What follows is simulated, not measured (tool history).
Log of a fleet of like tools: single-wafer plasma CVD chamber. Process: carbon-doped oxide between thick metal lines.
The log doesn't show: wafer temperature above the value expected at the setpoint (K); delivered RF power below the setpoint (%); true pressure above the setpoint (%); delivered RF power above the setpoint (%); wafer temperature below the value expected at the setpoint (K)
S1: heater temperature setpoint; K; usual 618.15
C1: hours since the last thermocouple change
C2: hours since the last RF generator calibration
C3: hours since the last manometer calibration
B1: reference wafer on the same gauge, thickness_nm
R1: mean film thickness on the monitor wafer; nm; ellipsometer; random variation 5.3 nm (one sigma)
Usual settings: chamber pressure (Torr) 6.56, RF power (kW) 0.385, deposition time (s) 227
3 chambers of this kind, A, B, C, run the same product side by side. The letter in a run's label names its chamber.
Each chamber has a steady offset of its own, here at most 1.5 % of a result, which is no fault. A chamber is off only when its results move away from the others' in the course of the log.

run 1A day=0.475 | S1=618.15 chamber_pressure_(Torr)=6.56 RF_power_(kW)=0.385 deposition_time_(s)=227 | C1=338.5 C2=971.5 C3=568.0 | B1=829.60 | R1=987.58
run 2C day=0.900 | S1=618.15 chamber_pressure_(Torr)=6.56 RF_power_(kW)=0.385 deposition_time_(s)=227 | C1=1085.3 C2=523.6 C3=2236.0 | B1=829.49 | R1=1014.40
run 3B day=1.192 | S1=618.15 chamber_pressure_(Torr)=6.56 RF_power_(kW)=0.385 deposition_time_(s)=227 | C1=902.8 C2=753.8 C3=1407.7 | B1=829.52 | R1=990.34
run 4C day=1.446 | S1=618.15 chamber_pressure_(Torr)=6.56 RF_power_(kW)=0.385 deposition_time_(s)=227 | C1=1098.4 C2=536.7 C3=2249.1 | B1=830.34 | R1=1001.90
run 5B day=1.812 | S1=618.15 chamber_pressure_(Torr)=6.56 RF_power_(kW)=0.385 deposition_time_(s)=227 | C1=917.7 C2=768.7 C3=1422.6 | B1=830.24 | R1=999.47
run 6A day=2.238 | S1=618.15 chamber_pressure_(Torr)=6.56 RF_power_(kW)=0.385 deposition_time_(s)=227 | C1=380.8 C2=1013.8 C3=610.3 | B1=829.81 | R1=982.41
run 7B day=2.462 | S1=612.15 chamber_pressure_(Torr)=6.56 RF_power_(kW)=0.360 deposition_time_(s)=227 | C1=933.3 C2=784.3 C3=1438.2 | B1=830.16 | R1=960.57
run 8A day=2.742 | S1=612.15 chamber_pressure_(Torr)=6.56 RF_power_(kW)=0.360 deposition_time_(s)=227 | C1=392.9 C2=1025.9 C3=622.4 | B1=828.80 | R1=952.82
run 9C day=3.117 | S1=612.15 chamber_pressure_(Torr)=6.56 RF_power_(kW)=0.360 deposition_time_(s)=227 | C1=1138.5 C2=576.8 C3=2289.2 | B1=830.15 | R1=969.60
run 10B day=3.404 | S1=618.15 chamber_pressure_(Torr)=6.56 RF_power_(kW)=0.385 deposition_time_(s)=227 | C1=955.9 C2=806.9 C3=1460.8 | B1=829.25 | R1=1000.90
run 11A day=3.879 | S1=618.15 chamber_pressure_(Torr)=6.56 RF_power_(kW)=0.385 deposition_time_(s)=227 | C1=420.2 C2=1053.2 C3=649.7 | B1=830.98 | R1=985.72
run 12C day=4.317 | S1=618.15 chamber_pressure_(Torr)=6.56 RF_power_(kW)=0.385 deposition_time_(s)=227 | C1=1167.3 C2=605.6 C3=2318.0 | B1=829.92 | R1=990.13
run 13A day=4.550 | S1=618.15 chamber_pressure_(Torr)=6.56 RF_power_(kW)=0.385 deposition_time_(s)=227 | C1=436.3 C2=1069.3 C3=665.8 | B1=829.73 | R1=994.50
run 14C day=5.017 | S1=618.15 chamber_pressure_(Torr)=7.82 RF_power_(kW)=0.420 deposition_time_(s)=227 | C1=1184.1 C2=622.4 C3=2334.8 | B1=828.60 | R1=1063.00
run 15B day=5.450 | S1=618.15 chamber_pressure_(Torr)=7.82 RF_power_(kW)=0.420 deposition_time_(s)=227 | C1=1005.0 C2=856.0 C3=1509.9 | B1=829.64 | R1=1076.80
run 16B day=5.729 | S1=618.15 chamber_pressure_(Torr)=7.82 RF_power_(kW)=0.420 deposition_time_(s)=227 | C1=1011.7 C2=862.7 C3=1516.6 | B1=830.18 | R1=1068.70
run 17A day=6.046 | S1=618.15 chamber_pressure_(Torr)=6.56 RF_power_(kW)=0.385 deposition_time_(s)=227 | C1=472.2 C2=1105.2 C3=701.7 | B1=830.23 | R1=984.92
run 18C day=6.304 | S1=606.15 chamber_pressure_(Torr)=5.20 RF_power_(kW)=0.385 deposition_time_(s)=227 | C1=1215.0 C2=653.3 C3=2365.7 | B1=830.33 | R1=982.17
-- day=6.558 chamber C: capacitance manometer re-zeroed and calibrated
run 19B day=6.646 | S1=606.15 chamber_pressure_(Torr)=5.20 RF_power_(kW)=0.385 deposition_time_(s)=227 | C1=1033.7 C2=884.7 C3=1538.6 | B1=829.81 | R1=1009.50
run 20A day=6.962 | S1=606.15 chamber_pressure_(Torr)=5.20 RF_power_(kW)=0.385 deposition_time_(s)=227 | C1=494.2 C2=1127.2 C3=723.7 | B1=829.69 | R1=995.80
run 21C day=7.183 | S1=618.15 chamber_pressure_(Torr)=6.56 RF_power_(kW)=0.385 deposition_time_(s)=227 | C1=1236.1 C2=674.4 C3=15.0 | B1=829.85 | R1=959.18

All 3 chambers run these settings next. Forecast each chamber's results:
run 22A day=7.529 | S1=618.15 chamber_pressure_(Torr)=6.56 RF_power_(kW)=0.385 deposition_time_(s)=227 | R1=?
run 22B day=7.529 | S1=618.15 chamber_pressure_(Torr)=6.56 RF_power_(kW)=0.385 deposition_time_(s)=227 | R1=?
run 22C day=7.529 | S1=618.15 chamber_pressure_(Torr)=6.56 RF_power_(kW)=0.385 deposition_time_(s)=227 | R1=?

run=22A R1=983.46
run=22B R1=997.12
run=22C R1=948.85
